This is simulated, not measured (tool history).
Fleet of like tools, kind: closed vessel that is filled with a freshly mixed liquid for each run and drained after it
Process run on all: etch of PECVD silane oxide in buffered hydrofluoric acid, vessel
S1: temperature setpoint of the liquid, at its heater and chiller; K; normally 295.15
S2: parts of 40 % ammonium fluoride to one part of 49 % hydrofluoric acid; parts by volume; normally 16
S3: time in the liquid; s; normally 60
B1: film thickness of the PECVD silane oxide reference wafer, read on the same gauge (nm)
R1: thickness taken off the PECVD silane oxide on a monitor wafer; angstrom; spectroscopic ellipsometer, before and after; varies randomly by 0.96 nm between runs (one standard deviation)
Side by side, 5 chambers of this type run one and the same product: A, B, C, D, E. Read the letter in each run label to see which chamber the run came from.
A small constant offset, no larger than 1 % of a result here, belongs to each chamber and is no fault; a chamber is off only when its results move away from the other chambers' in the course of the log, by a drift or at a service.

Run 1A, hour 4.1: usual settings; B1 50.018. Result: R1 1053.2 angstrom.
Run 2B, hour 8.2: usual settings; B1 50.001. Result: R1 1021.2 angstrom.
Run 3D, hour 13: usual settings; B1 50.008. Result: R1 1043 angstrom.
Run 4E, hour 15.4: usual settings; B1 50.005. Result: R1 1027.5 angstrom.
Run 5C, hour 19.5: usual settings; B1 49.991. Result: R1 1030.9 angstrom.
Run 6B, hour 23.6: usual settings; B1 50.003. Result: R1 1020.6 angstrom.
Run 7A, hour 27.8: usual settings; B1 49.997. Result: R1 1027.4 angstrom.
Run 8C, hour 31.2: usual settings; B1 49.98. Result: R1 1008.6 angstrom.
Run 9D, hour 33.6: usual settings; B1 49.982. Result: R1 1017.3 angstrom.
Run 10E, hour 37: usual settings; B1 50.013. Result: R1 1055.9 angstrom.
Run 11C, hour 40.3: usual settings; B1 49.987. Result: R1 1002.7 angstrom.
Run 12B, hour 45.5: usual settings; B1 49.999. Result: R1 1020.5 angstrom.
Run 13A, hour 50.6: usual settings; B1 50.008. Result: R1 1053 angstrom.
Run 14D, hour 52.9: usual settings; B1 49.995. Result: R1 1025.8 angstrom.
Run 15E, hour 57.2: usual settings but S1 290.15 K, S2 14 parts by volume; B1 49.989. Result: R1 893.07 angstrom.
Run 16C, hour 59.6: usual settings but S1 290.15 K, S2 14 parts by volume; B1 50.001. Result: R1 892.51 angstrom.
Run 17D, hour 62.5: usual settings but S1 290.15 K, S2 14 parts by volume; B1 49.99. Result: R1 908.14 angstrom.
Run 18E, hour 66: usual settings but S1 290.15 K, S2 14 parts by volume; B1 49.989. Result: R1 890 angstrom.
At hour 66.5: chamber E: hydrofluoric acid flow meter replaced.
Run 19A, hour 70.8: usual settings but S1 290.15 K, S2 14 parts by volume; B1 49.992. Result: R1 906.54 angstrom.
Run 20B, hour 73.7: usual settings; B1 49.987. Result: R1 1028.4 angstrom.
Run 21A, hour 76.9: usual settings; B1 49.999. Result: R1 1034.2 angstrom.
Run 22D, hour 81.4: usual settings; B1 49.996. Result: R1 1061.1 angstrom.
Run 23B, hour 85.3: usual settings; B1 49.994. Result: R1 1048.6 angstrom.
Run 24C, hour 88.4: usual settings; B1 49.976. Result: R1 1031.4 angstrom.
Run 25E, hour 90.7: usual settings; B1 50. Result: R1 1027.4 angstrom.
Run 26C, hour 94.7: usual settings; B1 50.009. Result: R1 1026.7 angstrom.
Run 27A, hour 99.9: usual settings but S1 297.65 K, S2 19 parts by volume; B1 50.005. Result: R1 1016.2 angstrom.
Run 28D, hour 104.5: usual settings but S1 297.65 K, S2 19 parts by volume; B1 49.978. Result: R1 1076.5 angstrom.
Run 29E, hour 107.8: usual settings but S1 297.65 K, S2 19 parts by volume; B1 49.977. Result: R1 1003.8 angstrom.
Run 30B, hour 110.1: usual settings but S1 297.65 K, S2 19 parts by volume; B1 50.005. Result: R1 1012.9 angstrom.
Run 31C, hour 114.1: usual settings but S1 297.65 K, S2 19 parts by volume; B1 50.005. Result: R1 976.28 angstrom.
Run 32D, hour 116.6: usual settings; B1 49.988. Result: R1 1127.9 angstrom.
Run 33E, hour 120.5: usual settings; B1 49.987. Result: R1 1049.2 angstrom.
Run 34B, hour 125.7: usual settings; B1 50.04. Result: R1 1030.9 angstrom.
Run 35A, hour 129.5: usual settings; B1 49.985. Result: R1 1043.9 angstrom.
Run 36A, hour 134.2: usual settings; B1 50.005. Result: R1 1061.9 angstrom.
Run 37B, hour 139.4: usual settings; B1 50. Result: R1 1038 angstrom.
Run 38D, hour 144.4: usual settings; B1 50.014. Result: R1 1139.6 angstrom.

Next, all 5 chambers run the settings below, one line each with question marks for the results. What does each chamber give?
Run 39A, hour 148.1: usual settings. Result: R1 ?.
Run 39B, hour 148.1: usual settings. Result: R1 ?.
Run 39C, hour 148.1: usual settings. Result: R1 ?.
Run 39D, hour 148.1: usual settings. Result: R1 ?.
Run 39E, hour 148.1: usual settings. Result: R1 ?.

run      R1
39A  1040.7
39B  1039.3
39C  1015.6
39D  1164.8
39E  1027.7

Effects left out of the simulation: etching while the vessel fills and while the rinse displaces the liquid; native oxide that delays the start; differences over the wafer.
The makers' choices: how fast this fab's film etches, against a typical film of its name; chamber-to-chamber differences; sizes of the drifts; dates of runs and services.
